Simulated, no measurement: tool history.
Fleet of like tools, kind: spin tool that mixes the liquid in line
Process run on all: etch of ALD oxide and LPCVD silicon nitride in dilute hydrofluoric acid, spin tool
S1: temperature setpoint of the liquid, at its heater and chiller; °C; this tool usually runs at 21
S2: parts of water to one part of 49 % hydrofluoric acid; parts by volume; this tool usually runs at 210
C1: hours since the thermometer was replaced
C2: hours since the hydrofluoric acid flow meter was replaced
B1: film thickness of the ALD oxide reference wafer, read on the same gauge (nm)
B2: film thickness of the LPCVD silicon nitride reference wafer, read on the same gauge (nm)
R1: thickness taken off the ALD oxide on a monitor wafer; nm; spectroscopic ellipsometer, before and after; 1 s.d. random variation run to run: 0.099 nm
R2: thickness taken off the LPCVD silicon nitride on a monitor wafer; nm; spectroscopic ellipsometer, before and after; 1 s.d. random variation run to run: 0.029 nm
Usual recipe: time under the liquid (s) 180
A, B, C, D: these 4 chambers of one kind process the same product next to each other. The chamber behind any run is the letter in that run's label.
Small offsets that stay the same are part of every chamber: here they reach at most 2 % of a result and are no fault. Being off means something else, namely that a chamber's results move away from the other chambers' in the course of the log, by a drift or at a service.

At hour 4.3: chamber D: thermometer replaced.
Run 1C, hour 6.2: usual settings; C1 1286; C2 98.7; B1 60.053; B2 99.997. Result: R1 10.63 nm, R2 0.28655 nm.
Run 2B, hour 12.5: usual settings; C1 641.8; C2 1236.6; B1 59.992; B2 99.996. Result: R1 10.783 nm, R2 0.27131 nm.
Run 3D, hour 19.9: usual settings; C1 15.6; C2 410.1; B1 60.02; B2 100.02. Result: R1 10.777 nm, R2 0.28826 nm.
Run 4A, hour 30.7: usual settings; C1 1206.2; C2 1443.6; B1 60.009; B2 99.991. Result: R1 10.519 nm, R2 0.27661 nm.
At hour 35.7: chamber A: hydrofluoric acid flow meter replaced.
Run 5A, hour 38.4: usual settings; C1 1213.9; C2 2.8; B1 59.953; B2 99.996. Result: R1 10.227 nm, R2 0.35338 nm.
Run 6D, hour 45.8: usual settings; C1 41.5; C2 436; B1 59.931; B2 100.01. Result: R1 10.875 nm, R2 0.34788 nm.
At hour 53.1: chamber B: hydrofluoric acid flow meter replaced.
Run 7B, hour 59.4: usual settings; C1 688.7; C2 6.3; B1 60.02; B2 100.01. Result: R1 10.609 nm, R2 0.25898 nm.
Run 8C, hour 67.6: usual settings; C1 1347.4; C2 160.1; B1 60.002; B2 99.99. Result: R1 10.484 nm, R2 0.34434 nm.
Run 9C, hour 73.7: usual settings; C1 1353.5; C2 166.2; B1 60.002; B2 100.02. Result: R1 10.526 nm, R2 0.30144 nm.
Run 10B, hour 81.4: usual settings; C1 710.7; C2 28.3; B1 60.004; B2 100. Result: R1 10.64 nm, R2 0.28002 nm.
Run 11D, hour 92: usual settings; C1 87.7; C2 482.2; B1 59.973; B2 99.969. Result: R1 10.749 nm, R2 0.31055 nm.
Run 12A, hour 102.6: usual settings; C1 1278.1; C2 67; B1 59.955; B2 100.01. Result: R1 10.53 nm, R2 0.29833 nm.
Run 13D, hour 110.3: usual settings; C1 106; C2 500.5; B1 59.953; B2 100.05. Result: R1 10.738 nm, R2 0.25137 nm.
Run 14B, hour 120.8: usual settings; C1 750.1; C2 67.7; B1 59.998; B2 100.02. Result: R1 10.711 nm, R2 0.30261 nm.
Run 15A, hour 133.4: usual settings; C1 1308.9; C2 97.8; B1 60.007; B2 100.05. Result: R1 10.502 nm, R2 0.33058 nm.
Run 16C, hour 140: usual settings; C1 1419.8; C2 232.5; B1 59.965; B2 100. Result: R1 10.519 nm, R2 0.30695 nm.
Run 17C, hour 146.4: usual settings; C1 1426.2; C2 238.9; B1 59.991; B2 99.99. Result: R1 10.674 nm, R2 0.3143 nm.
Run 18A, hour 153.9: usual settings; C1 1329.4; C2 118.3; B1 60.013; B2 100.01. Result: R1 10.269 nm, R2 0.31569 nm.
Run 19D, hour 164.3: usual settings; C1 160; C2 554.5; B1 60.029; B2 100.02. Result: R1 11.101 nm, R2 0.2785 nm.
Run 20B, hour 177.5: usual settings; C1 806.8; C2 124.4; B1 59.955; B2 99.977. Result: R1 10.695 nm, R2 0.35856 nm.
At hour 180.9: chamber A: thermometer replaced.
Run 21D, hour 185.7: usual settings; C1 181.4; C2 575.9; B1 59.994; B2 99.993. Result: R1 11.051 nm, R2 0.33116 nm.
Run 22C, hour 195.2: usual settings; C1 1475; C2 287.7; B1 60.016; B2 100.01. Result: R1 10.676 nm, R2 0.37624 nm.
Run 23A, hour 201.9: usual settings but S1 18.5 °C; C1 21.1; C2 166.3; B1 60.028; B2 100.02. Result: R1 9.533 nm, R2 0.25699 nm.
Run 24B, hour 212: usual settings but S1 18.5 °C; C1 841.3; C2 158.9; B1 59.976; B2 99.978. Result: R1 9.6376 nm, R2 0.24193 nm.
Run 25A, hour 224.2: usual settings but S1 18.5 °C; C1 43.4; C2 188.6; B1 59.971; B2 100.02. Result: R1 9.482 nm, R2 0.2274 nm.
Run 26B, hour 230.2: usual settings but S1 18.5 °C; C1 859.5; C2 177.1; B1 59.997; B2 100. Result: R1 9.5709 nm, R2 0.23707 nm.
Run 27D, hour 240.4: usual settings; C1 236.1; C2 630.6; B1 59.995; B2 99.973. Result: R1 11.253 nm, R2 0.37326 nm.
Run 28C, hour 246.8: usual settings; C1 1526.6; C2 339.3; B1 60.002; B2 100.02. Result: R1 10.681 nm, R2 0.26745 nm.
Run 29B, hour 257.7: usual settings; C1 887; C2 204.6; B1 59.978; B2 99.982. Result: R1 10.537 nm, R2 0.31758 nm.
Run 30C, hour 266.5: usual settings; C1 1546.3; C2 359; B1 59.99; B2 99.997. Result: R1 10.732 nm, R2 0.29744 nm.
Run 31D, hour 273: usual settings but S1 24 °C, S2 250 parts by volume; C1 268.7; C2 663.2; B1 59.975; B2 99.973. Result: R1 10.178 nm, R2 0.31257 nm.
Run 32A, hour 280: usual settings but S1 24 °C, S2 250 parts by volume; C1 99.2; C2 244.4; B1 59.995; B2 99.999. Result: R1 9.4019 nm, R2 0.27566 nm.
Run 33B, hour 291: usual settings but S1 24 °C, S2 250 parts by volume; C1 920.3; C2 237.9; B1 59.996; B2 99.996. Result: R1 9.7018 nm, R2 0.30545 nm.
Run 34C, hour 302.4: usual settings but S1 24 °C, S2 250 parts by volume; C1 1582.2; C2 394.9; B1 59.996; B2 100.01. Result: R1 9.4987 nm, R2 0.25277 nm.
Run 35D, hour 310.7: usual settings but time under the liquid (s) 110; C1 306.4; C2 700.9; B1 60.02; B2 99.986. Result: R1 7.0507 nm, R2 0.17048 nm.
Run 36A, hour 320.6: usual settings but time under the liquid (s) 110; C1 139.8; C2 285; B1 60.036; B2 99.993. Result: R1 6.4153 nm, R2 0.18389 nm.
Run 37D, hour 327.2: usual settings but time under the liquid (s) 110; C1 322.9; C2 717.4; B1 60.008; B2 99.992. Result: R1 7.1507 nm, R2 0.20522 nm.

Each of the 4 chambers runs these same settings next. Fill in every chamber's results:
Run 38A, hour 337.1: usual settings. Result: R1 ?, R2 ?.
Run 38B, hour 337.1: usual settings. Result: R1 ?, R2 ?.
Run 38C, hour 337.1: usual settings. Result: R1 ?, R2 ?.
Run 38D, hour 337.1: usual settings. Result: R1 ?, R2 ?.

run      R1       R2
38A  10.425  0.30059
38B  10.637  0.29689
38C  10.507  0.33642
38D  11.583  0.36902

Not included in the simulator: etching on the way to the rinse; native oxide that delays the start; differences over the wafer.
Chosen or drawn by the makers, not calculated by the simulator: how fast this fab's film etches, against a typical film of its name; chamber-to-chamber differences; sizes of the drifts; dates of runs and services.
